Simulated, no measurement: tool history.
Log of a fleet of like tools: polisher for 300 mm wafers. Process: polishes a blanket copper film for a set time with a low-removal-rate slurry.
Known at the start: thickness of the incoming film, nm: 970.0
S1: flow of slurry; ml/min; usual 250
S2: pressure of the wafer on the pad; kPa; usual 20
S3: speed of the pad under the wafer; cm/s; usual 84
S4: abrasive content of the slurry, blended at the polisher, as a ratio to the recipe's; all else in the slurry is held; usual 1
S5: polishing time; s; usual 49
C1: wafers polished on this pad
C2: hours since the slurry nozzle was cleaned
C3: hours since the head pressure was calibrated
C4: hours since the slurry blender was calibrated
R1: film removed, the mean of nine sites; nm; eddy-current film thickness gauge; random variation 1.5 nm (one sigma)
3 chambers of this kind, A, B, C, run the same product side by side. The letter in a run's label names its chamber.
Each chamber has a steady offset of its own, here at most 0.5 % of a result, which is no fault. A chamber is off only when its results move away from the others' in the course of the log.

Run 1C, hour 6.6: usual settings; C1 1248; C2 290.7; C3 351.8; C4 109. Result: R1 136.6 nm.
Run 2A, hour 12.9: usual settings; C1 264; C2 246.8; C3 197.7; C4 16.1. Result: R1 136.96 nm.
At hour 20.2: chamber C: slurry blender recalibrated.
At hour 23.6: chamber C: worn pad replaced by a new one.
Run 3B, hour 23.7: usual settings; C1 569; C2 95.8; C3 158.3; C4 91.1. Result: R1 139.85 nm.
Run 4A, hour 29.9: usual settings; C1 385; C2 263.8; C3 214.7; C4 33.1. Result: R1 137.61 nm.
Run 5B, hour 37.3: usual settings; C1 665; C2 109.4; C3 171.9; C4 104.7. Result: R1 139.03 nm.
Run 6C, hour 43.8: usual settings; C1 143; C2 327.9; C3 389; C4 23.6. Result: R1 138.37 nm.
At hour 44.1: chamber C: head pressure recalibrated.
Run 7C, hour 54.9: usual settings; C1 222; C2 339; C3 10.8; C4 34.7. Result: R1 137.04 nm.
Run 8A, hour 65.7: usual settings; C1 638; C2 299.6; C3 250.5; C4 68.9. Result: R1 136.65 nm.
At hour 65.8: chamber B: worn pad replaced by a new one.
Run 9B, hour 74.9: usual settings; C1 64; C2 147; C3 209.5; C4 142.3. Result: R1 143.11 nm.
At hour 79.7: chamber A: slurry nozzle cleaned.
Run 10C, hour 82.7: usual settings; C1 418; C2 366.8; C3 38.6; C4 62.5. Result: R1 140.27 nm.
At hour 86.9: chamber B: slurry blender recalibrated.
Run 11A, hour 89.9: usual settings; C1 809; C2 10.3; C3 274.7; C4 93.1. Result: R1 134.89 nm.
Run 12B, hour 97: usual settings but S2 24.8 kPa, S3 66 cm/s; C1 221; C2 169.1; C3 231.6; C4 10.1. Result: R1 134 nm.
Run 13C, hour 106.8: usual settings but S2 24.8 kPa, S3 66 cm/s; C1 589; C2 390.9; C3 62.7; C4 86.6. Result: R1 135.4 nm.
Run 14B, hour 115.6: usual settings but S2 24.8 kPa, S3 66 cm/s; C1 352; C2 187.7; C3 250.2; C4 28.7. Result: R1 136.06 nm.
Run 15A, hour 122.1: usual settings; C1 1037; C2 42.5; C3 306.9; C4 125.3. Result: R1 137.27 nm.
Run 16C, hour 128.9: usual settings; C1 745; C2 413; C3 84.8; C4 108.7. Result: R1 137.3 nm.
At hour 136.9: chamber A: slurry blender recalibrated.
Run 17A, hour 141: usual settings; C1 1170; C2 61.4; C3 325.8; C4 4.1. Result: R1 132.76 nm.
Run 18B, hour 154.3: usual settings; C1 626; C2 226.4; C3 288.9; C4 67.4. Result: R1 139.91 nm.
Run 19B, hour 166.8: usual settings; C1 714; C2 238.9; C3 301.4; C4 79.9. Result: R1 138.27 nm.
At hour 167.8: chamber C: slurry blender recalibrated.
Run 20A, hour 177.8: usual settings; C1 1430; C2 98.2; C3 362.6; C4 40.9. Result: R1 132 nm.
At hour 181: chamber C: worn pad replaced by a new one.
Run 21C, hour 186.1: usual settings; C1 36; C2 470.2; C3 142; C4 18.4. Result: R1 139.75 nm.
At hour 186.9: chamber B: worn pad replaced by a new one.
Run 22C, hour 194.7: usual settings; C1 97; C2 478.8; C3 150.6; C4 27. Result: R1 139.6 nm.
Run 23A, hour 204.2: usual settings; C1 1617; C2 124.6; C3 389; C4 67.3. Result: R1 134.25 nm.
At hour 213.3: chamber B: slurry blender recalibrated.
Run 24B, hour 215.7: usual settings; C1 204; C2 287.8; C3 350.3; C4 2.5. Result: R1 140.17 nm.
Run 25A, hour 227.1: usual settings; C1 1779; C2 147.5; C3 411.9; C4 90.2. Result: R1 131.41 nm.
Run 26C, hour 235.1: usual settings; C1 382; C2 519.2; C3 191; C4 67.4. Result: R1 137.06 nm.
Run 27B, hour 248.9: usual settings; C1 438; C2 321; C3 383.5; C4 35.7. Result: R1 141.37 nm.
At hour 255.9: chamber A: head pressure recalibrated.
Run 28B, hour 261.1: usual settings; C1 525; C2 333.2; C3 395.7; C4 47.9. Result: R1 138.77 nm.
At hour 264.6: chamber A: slurry blender recalibrated.
Run 29A, hour 270.5: usual settings; C1 2086; C2 190.9; C3 14.7; C4 5.9. Result: R1 128.93 nm.
Run 30C, hour 280.1: usual settings but S5 59 s; C1 701; C2 564.2; C3 236; C4 112.4. Result: R1 168.36 nm.
At hour 288.4: chamber B: worn pad replaced by a new one.
Run 31B, hour 289.1: usual settings but S5 59 s; C1 5; C2 361.2; C3 423.7; C4 75.9. Result: R1 167.56 nm.
At hour 292.5: chamber C: slurry blender recalibrated.
Run 32C, hour 300.8: usual settings but S5 59 s; C1 847; C2 584.9; C3 256.7; C4 8.3. Result: R1 167.44 nm.

Next, every chamber runs the same settings. What will each give?
Run 33A, hour 310.9: usual settings but S5 54 s. Result: R1 ?.
Run 33B, hour 310.9: usual settings but S5 54 s. Result: R1 ?.
Run 33C, hour 310.9: usual settings but S5 54 s. Result: R1 ?.

run      R1
33A     142
33B  154.74
33C  153.17

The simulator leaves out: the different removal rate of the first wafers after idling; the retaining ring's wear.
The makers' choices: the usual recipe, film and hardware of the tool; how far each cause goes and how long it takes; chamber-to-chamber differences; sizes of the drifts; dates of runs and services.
